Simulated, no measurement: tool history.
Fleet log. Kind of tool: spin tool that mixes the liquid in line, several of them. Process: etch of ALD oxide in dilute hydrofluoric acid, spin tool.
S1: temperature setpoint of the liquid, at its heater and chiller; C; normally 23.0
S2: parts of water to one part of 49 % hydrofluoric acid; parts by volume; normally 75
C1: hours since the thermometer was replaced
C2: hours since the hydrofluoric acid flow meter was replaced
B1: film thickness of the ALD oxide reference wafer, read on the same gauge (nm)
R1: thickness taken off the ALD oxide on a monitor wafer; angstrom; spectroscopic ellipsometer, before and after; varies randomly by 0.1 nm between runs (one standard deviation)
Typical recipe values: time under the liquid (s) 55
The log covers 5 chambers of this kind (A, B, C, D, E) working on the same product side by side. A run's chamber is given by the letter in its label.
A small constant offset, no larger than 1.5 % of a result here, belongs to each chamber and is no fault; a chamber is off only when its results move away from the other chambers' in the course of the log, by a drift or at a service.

run 1D hour=2.2 | S1=23.0 S2=75 time_under_the_liquid_(s)=55 | C1=1234.9 C2=719.9 | B1=39.990 | R1=142.900
run 2C hour=6.8 | S1=23.0 S2=75 time_under_the_liquid_(s)=55 | C1=1404.7 C2=1007.1 | B1=40.028 | R1=141.580
run 3B hour=9.5 | S1=23.0 S2=75 time_under_the_liquid_(s)=55 | C1=814.7 C2=542.3 | B1=40.004 | R1=141.160
run 4E hour=13.7 | S1=23.0 S2=75 time_under_the_liquid_(s)=55 | C1=957.3 C2=546.7 | B1=39.999 | R1=143.250
run 5A hour=17.4 | S1=23.0 S2=75 time_under_the_liquid_(s)=55 | C1=606.3 C2=386.9 | B1=40.003 | R1=145.770
run 6D hour=20.7 | S1=23.0 S2=75 time_under_the_liquid_(s)=55 | C1=1253.4 C2=738.4 | B1=39.978 | R1=143.190
run 7E hour=24.3 | S1=23.0 S2=75 time_under_the_liquid_(s)=55 | C1=967.9 C2=557.3 | B1=40.013 | R1=140.950
run 8A hour=28.7 | S1=23.0 S2=110 time_under_the_liquid_(s)=25 | C1=617.6 C2=398.2 | B1=39.983 | R1=42.440
run 9B hour=32.3 | S1=23.0 S2=110 time_under_the_liquid_(s)=25 | C1=837.5 C2=565.1 | B1=40.022 | R1=42.330
run 10C hour=36.7 | S1=23.0 S2=110 time_under_the_liquid_(s)=25 | C1=1434.6 C2=1037.0 | B1=40.004 | R1=42.057
run 11C hour=39.7 | S1=23.0 S2=110 time_under_the_liquid_(s)=25 | C1=1437.6 C2=1040.0 | B1=39.967 | R1=42.204
run 12B hour=44.0 | S1=23.0 S2=110 time_under_the_liquid_(s)=25 | C1=849.2 C2=576.8 | B1=40.001 | R1=42.248
run 13D hour=46.8 | S1=23.0 S2=75 time_under_the_liquid_(s)=55 | C1=1279.5 C2=764.5 | B1=39.995 | R1=138.840
run 14E hour=50.0 | S1=23.0 S2=75 time_under_the_liquid_(s)=55 | C1=993.6 C2=583.0 | B1=39.988 | R1=143.060
run 15A hour=53.5 | S1=23.0 S2=75 time_under_the_liquid_(s)=55 | C1=642.4 C2=423.0 | B1=40.017 | R1=144.080
run 16B hour=57.6 | S1=23.0 S2=75 time_under_the_liquid_(s)=55 | C1=862.8 C2=590.4 | B1=40.030 | R1=141.920
run 17E hour=61.6 | S1=23.0 S2=75 time_under_the_liquid_(s)=55 | C1=1005.2 C2=594.6 | B1=39.986 | R1=142.070
run 18C hour=66.0 | S1=23.0 S2=75 time_under_the_liquid_(s)=55 | C1=1463.9 C2=1066.3 | B1=40.005 | R1=141.800
run 19A hour=68.6 | S1=23.0 S2=75 time_under_the_liquid_(s)=55 | C1=657.5 C2=438.1 | B1=40.033 | R1=142.000
run 20D hour=72.6 | S1=23.0 S2=75 time_under_the_liquid_(s)=55 | C1=1305.3 C2=790.3 | B1=39.996 | R1=136.180
-- hour=73.2 chamber D: thermometer replaced
run 21E hour=75.2 | S1=23.0 S2=75 time_under_the_liquid_(s)=55 | C1=1018.8 C2=608.2 | B1=39.986 | R1=142.770
run 22B hour=78.4 | S1=23.0 S2=75 time_under_the_liquid_(s)=55 | C1=883.6 C2=611.2 | B1=39.988 | R1=139.640
run 23C hour=81.1 | S1=23.0 S2=75 time_under_the_liquid_(s)=55 | C1=1479.0 C2=1081.4 | B1=39.994 | R1=141.400
run 24D hour=83.6 | S1=23.0 S2=75 time_under_the_liquid_(s)=55 | C1=10.5 C2=801.3 | B1=39.981 | R1=136.290
run 25A hour=86.1 | S1=25.5 S2=75 time_under_the_liquid_(s)=55 | C1=675.0 C2=455.6 | B1=40.020 | R1=157.480
run 26A hour=89.6 | S1=25.5 S2=75 time_under_the_liquid_(s)=55 | C1=678.5 C2=459.1 | B1=40.021 | R1=158.150
run 27C hour=92.4 | S1=25.5 S2=75 time_under_the_liquid_(s)=55 | C1=1490.3 C2=1092.7 | B1=39.998 | R1=155.870
run 28B hour=95.0 | S1=25.5 S2=75 time_under_the_liquid_(s)=55 | C1=900.2 C2=627.8 | B1=39.981 | R1=157.270
run 29D hour=97.4 | S1=25.5 S2=75 time_under_the_liquid_(s)=55 | C1=24.3 C2=815.1 | B1=40.012 | R1=147.520
run 30E hour=100.5 | S1=23.0 S2=75 time_under_the_liquid_(s)=55 | C1=1044.1 C2=633.5 | B1=39.980 | R1=142.570
run 31C hour=103.8 | S1=23.0 S2=75 time_under_the_liquid_(s)=55 | C1=1501.7 C2=1104.1 | B1=40.021 | R1=142.140
run 32B hour=105.9 | S1=23.0 S2=75 time_under_the_liquid_(s)=55 | C1=911.1 C2=638.7 | B1=40.012 | R1=142.530
run 33A hour=109.3 | S1=23.0 S2=75 time_under_the_liquid_(s)=55 | C1=698.2 C2=478.8 | B1=39.998 | R1=144.080

Next, every chamber runs the same settings. What will each give?
run 34A hour=112.7 | S1=19.0 S2=75 time_under_the_liquid_(s)=55 | R1=?
run 34B hour=112.7 | S1=19.0 S2=75 time_under_the_liquid_(s)=55 | R1=?
run 34C hour=112.7 | S1=19.0 S2=75 time_under_the_liquid_(s)=55 | R1=?
run 34D hour=112.7 | S1=19.0 S2=75 time_under_the_liquid_(s)=55 | R1=?
run 34E hour=112.7 | S1=19.0 S2=75 time_under_the_liquid_(s)=55 | R1=?

run=34A R1=122.090
run=34B R1=121.600
run=34C R1=119.940
run=34D R1=111.970
run=34E R1=120.430

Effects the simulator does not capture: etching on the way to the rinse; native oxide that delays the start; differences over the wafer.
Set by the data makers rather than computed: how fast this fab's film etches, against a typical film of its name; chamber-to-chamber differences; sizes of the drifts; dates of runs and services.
